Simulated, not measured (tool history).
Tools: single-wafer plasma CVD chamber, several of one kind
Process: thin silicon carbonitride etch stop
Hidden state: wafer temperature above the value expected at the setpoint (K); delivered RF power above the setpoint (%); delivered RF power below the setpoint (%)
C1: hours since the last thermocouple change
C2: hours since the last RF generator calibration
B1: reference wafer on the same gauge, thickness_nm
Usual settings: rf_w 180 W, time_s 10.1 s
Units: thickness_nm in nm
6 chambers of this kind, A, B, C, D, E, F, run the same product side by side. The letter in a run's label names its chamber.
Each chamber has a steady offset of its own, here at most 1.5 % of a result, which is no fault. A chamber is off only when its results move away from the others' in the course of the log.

run 1A hour=6.4 | rf_w=180 time_s=10.1 | C1=939.5 C2=1152.3 | B1=5.7697 | thickness_nm=5.593
run 2F hour=11.8 | rf_w=180 time_s=10.1 | C1=235.5 C2=711.5 | B1=5.7701 | thickness_nm=5.5305
run 3D hour=16 | rf_w=180 time_s=10.1 | C1=1084.7 C2=654.2 | B1=5.771 | thickness_nm=5.6054
run 4E hour=21.1 | rf_w=180 time_s=10.1 | C1=1118.1 C2=297 | B1=5.7665 | thickness_nm=5.5666
run 5B hour=26.7 | rf_w=180 time_s=10.1 | C1=585.2 C2=276.6 | B1=5.7729 | thickness_nm=5.5142
run 6C hour=30.1 | rf_w=180 time_s=10.1 | C1=537.1 C2=588.1 | B1=5.7676 | thickness_nm=5.5165
run 7E hour=33.7 | rf_w=180 time_s=10.1 | C1=1130.7 C2=309.6 | B1=5.769 | thickness_nm=5.5502
run 8F hour=38 | rf_w=180 time_s=10.1 | C1=261.7 C2=737.7 | B1=5.7695 | thickness_nm=5.5103
run 9D hour=43.8 | rf_w=180 time_s=11.2 | C1=1112.5 C2=682 | B1=5.7741 | thickness_nm=6.2404
run 10A hour=48.8 | rf_w=180 time_s=11.2 | C1=981.9 C2=1194.7 | B1=5.7747 | thickness_nm=6.2083
run 11B hour=54.2 | rf_w=180 time_s=11.2 | C1=612.7 C2=304.1 | B1=5.7714 | thickness_nm=6.1696
run 12C hour=60.6 | rf_w=180 time_s=11.2 | C1=567.6 C2=618.6 | B1=5.7677 | thickness_nm=6.1267
run 13E hour=64.9 | rf_w=180 time_s=11.2 | C1=1161.9 C2=340.8 | B1=5.7684 | thickness_nm=6.1234
run 14C hour=71.3 | rf_w=180 time_s=11.2 | C1=578.3 C2=629.3 | B1=5.7682 | thickness_nm=6.0947
run 15A hour=75.6 | rf_w=180 time_s=10.1 | C1=1008.7 C2=1221.5 | B1=5.7713 | thickness_nm=5.5634
run 16F hour=81.7 | rf_w=180 time_s=10.1 | C1=305.4 C2=781.4 | B1=5.7682 | thickness_nm=5.5345
run 17B hour=85.9 | rf_w=160 time_s=8.2 | C1=644.4 C2=335.8 | B1=5.7714 | thickness_nm=4.3138
run 18D hour=90.9 | rf_w=160 time_s=8.2 | C1=1159.6 C2=729.1 | B1=5.7766 | thickness_nm=4.3854
run 19B hour=95.2 | rf_w=160 time_s=8.2 | C1=653.7 C2=345.1 | B1=5.7698 | thickness_nm=4.3081
run 20A hour=101.1 | rf_w=160 time_s=8.2 | C1=1034.2 C2=1247 | B1=5.7712 | thickness_nm=4.3631
run 21E hour=106.1 | rf_w=160 time_s=8.2 | C1=1203.1 C2=382 | B1=5.7695 | thickness_nm=4.3595
run 22F hour=110.6 | rf_w=160 time_s=8.2 | C1=334.3 C2=810.3 | B1=5.7687 | thickness_nm=4.3266
run 23C hour=114.2 | rf_w=180 time_s=10.1 | C1=621.2 C2=672.2 | B1=5.77 | thickness_nm=5.459
run 24D hour=118.4 | rf_w=180 time_s=8.4 | C1=1187.1 C2=756.6 | B1=5.7711 | thickness_nm=4.6515
run 25B hour=123 | rf_w=180 time_s=8.4 | C1=681.5 C2=372.9 | B1=5.7704 | thickness_nm=4.6402
run 26F hour=129.1 | rf_w=180 time_s=8.4 | C1=352.8 C2=828.8 | B1=5.7698 | thickness_nm=4.5932
run 27A hour=135.5 | rf_w=180 time_s=8.4 | C1=1068.6 C2=1281.4 | B1=5.7684 | thickness_nm=4.6745
run 28D hour=138.8 | rf_w=180 time_s=8.4 | C1=1207.5 C2=777 | B1=5.7718 | thickness_nm=4.6447
run 29C hour=142.5 | rf_w=180 time_s=8.4 | C1=649.5 C2=700.5 | B1=5.772 | thickness_nm=4.5393
run 30E hour=148.6 | rf_w=180 time_s=10.1 | C1=1245.6 C2=424.5 | B1=5.7727 | thickness_nm=5.5969
run 31E hour=154 | rf_w=180 time_s=10.1 | C1=1251 C2=429.9 | B1=5.7682 | thickness_nm=5.567
run 32A hour=157 | rf_w=180 time_s=10.1 | C1=1090.1 C2=1302.9 | B1=5.77 | thickness_nm=5.5659
run 33B hour=163.6 | rf_w=180 time_s=10.1 | C1=722.1 C2=413.5 | B1=5.7783 | thickness_nm=5.5265
run 34F hour=167.7 | rf_w=180 time_s=10.1 | C1=391.4 C2=867.4 | B1=5.7711 | thickness_nm=5.5026
run 35C hour=170.6 | rf_w=180 time_s=10.1 | C1=677.6 C2=728.6 | B1=5.7698 | thickness_nm=5.4234
run 36D hour=176.9 | rf_w=180 time_s=10.1 | C1=1245.6 C2=815.1 | B1=5.7709 | thickness_nm=5.5731
run 37B hour=181.5 | rf_w=180 time_s=10.1 | C1=740 C2=431.4 | B1=5.7648 | thickness_nm=5.5126
run 38C hour=186.9 | rf_w=180 time_s=10.1 | C1=693.9 C2=744.9 | B1=5.765 | thickness_nm=5.4015

Is one chamber off against the others, does the gauge drift, or is nothing wrong? If a chamber is off, say which, and what the likeliest cause is.

Chamber C drifts away from the others.
Cause: delivered RF power below the setpoint (%) = 5.65.

Here are 4 candidates for chamber C's next run, each the usual settings with a change, their results left as question marks. Which one brings its results back in line with what the others give on the usual settings?
In line means no further than this from the other chambers' mean on the usual settings: thickness_nm 0.065 nm
run 39C-1 hour=191.7 | rf_w=180 time_s=10 | thickness_nm=?
run 39C-2 hour=191.7 | rf_w=180 time_s=10.2 | thickness_nm=?
run 39C-3 hour=191.7 | rf_w=165 time_s=10.1 | thickness_nm=?
run 39C-4 hour=191.7 | rf_w=180 time_s=10.4 | thickness_nm=?

The other chambers' mean on the usual settings: thickness_nm 5.5632 nm
run=39C-1 thickness_nm=5.3532
run=39C-2 thickness_nm=5.4603
run=39C-3 thickness_nm=5.2642
run=39C-4 thickness_nm=5.5673
39C-4 brings the chamber back in line.
